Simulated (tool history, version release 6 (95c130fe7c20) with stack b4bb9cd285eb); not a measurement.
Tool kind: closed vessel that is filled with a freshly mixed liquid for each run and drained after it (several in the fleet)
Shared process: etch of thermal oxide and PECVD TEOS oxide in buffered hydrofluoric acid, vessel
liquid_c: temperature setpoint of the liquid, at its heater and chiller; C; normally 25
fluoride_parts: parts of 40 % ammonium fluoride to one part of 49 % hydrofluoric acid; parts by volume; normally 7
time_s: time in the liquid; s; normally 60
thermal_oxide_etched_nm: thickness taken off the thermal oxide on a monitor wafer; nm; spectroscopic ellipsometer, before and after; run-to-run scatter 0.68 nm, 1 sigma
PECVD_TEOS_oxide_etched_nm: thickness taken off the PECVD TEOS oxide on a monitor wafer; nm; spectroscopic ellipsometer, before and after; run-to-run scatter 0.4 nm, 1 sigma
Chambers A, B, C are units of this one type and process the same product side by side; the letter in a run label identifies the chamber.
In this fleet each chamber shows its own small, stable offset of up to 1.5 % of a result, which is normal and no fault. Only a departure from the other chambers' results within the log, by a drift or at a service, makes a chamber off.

run	hour	liquid_c	fluoride_parts	time_s	hours since the thermometer was replaced	hours since the hydrofluoric acid flow meter was replaced	read-back film thickness of the thermal oxide reference wafer, read on the same gauge (nm)	read-back film thickness of the PECVD TEOS oxide reference wafer, read on the same gauge (nm)	thermal_oxide_etched_nm	PECVD_TEOS_oxide_etched_nm
1B	4.7	25	7	60	1310.3	81.2	110	130	99.097	110.77
2C	9.4	25	7	60	2586.3	1288.4	110	130.01	99.058	110.19
3A	15.6	25	7	60	115.6	1251.5	110	130	99.817	109.72
4A	22.5	25	7	60	122.5	1258.4	109.96	130.01	99.242	109.07
5C	26.3	25	7	60	2603.2	1305.3	110.03	130	98.377	110.75
6B	30.1	25	8	60	1335.7	106.6	110.01	130.01	85.529	96.288
# hour 34: chamber C: thermometer replaced
7C	36.9	25	8	60	2.9	1315.9	110.01	130	85.503	95.811
8A	42.4	25	8	60	142.4	1278.3	110.07	130.01	86.563	94.471
9B	48.9	25	7	60	1354.5	125.4	110	129.97	100.64	111.28
10A	55.9	25	7	60	155.9	1291.8	110	130.01	101.15	109.65
11B	61.8	25	7	60	1367.4	138.3	109.95	129.99	97.862	110.9
12C	65.6	25	7	60	31.6	1344.6	109.98	129.99	99.236	111.69
13C	69.7	25	7	60	35.7	1348.7	109.99	130.01	99.077	111.86
14A	73.5	25	7	60	173.5	1309.4	110	129.99	99.464	109.34
15B	76.8	25	7	60	1382.4	153.3	109.96	130.02	100.49	111.05
16A	80.9	25	7	60	180.9	1316.8	109.98	130.01	99.167	110.01
17B	86.3	25	7	60	1391.9	162.8	109.99	130.02	99.409	111.13
18C	92.9	23.5	5	60	58.9	1371.9	109.95	129.99	121.34	135.49
19C	96.8	23.5	5	60	62.8	1375.8	110	130	120.14	136.21
20A	100.5	23.5	5	60	200.5	1336.4	109.99	130.02	122	134.28
21B	104.4	25	7	60	1410	180.9	109.99	129.99	98.15	111.02
22A	107.8	25	5	60	207.8	1343.7	109.99	130.01	133.55	146.12
23C	113.9	25	5	60	79.9	1392.9	109.96	129.99	129.19	147.43
24B	119	25	5	60	1424.6	195.5	110.03	130	132.53	148.72
25C	125.5	29	7	60	91.5	1404.5	110.01	130.01	123.51	137
26B	131.3	29	7	60	1436.9	207.8	109.99	130	121.52	136.38

Which is it: a chamber that has drifted or been left off by a service, a gauge drift common to all chambers, or only each chamber's usual small offset? If a chamber is off, name it and its likeliest cause.

No chamber stands off beyond its own small offset, and the gauge holds steady.

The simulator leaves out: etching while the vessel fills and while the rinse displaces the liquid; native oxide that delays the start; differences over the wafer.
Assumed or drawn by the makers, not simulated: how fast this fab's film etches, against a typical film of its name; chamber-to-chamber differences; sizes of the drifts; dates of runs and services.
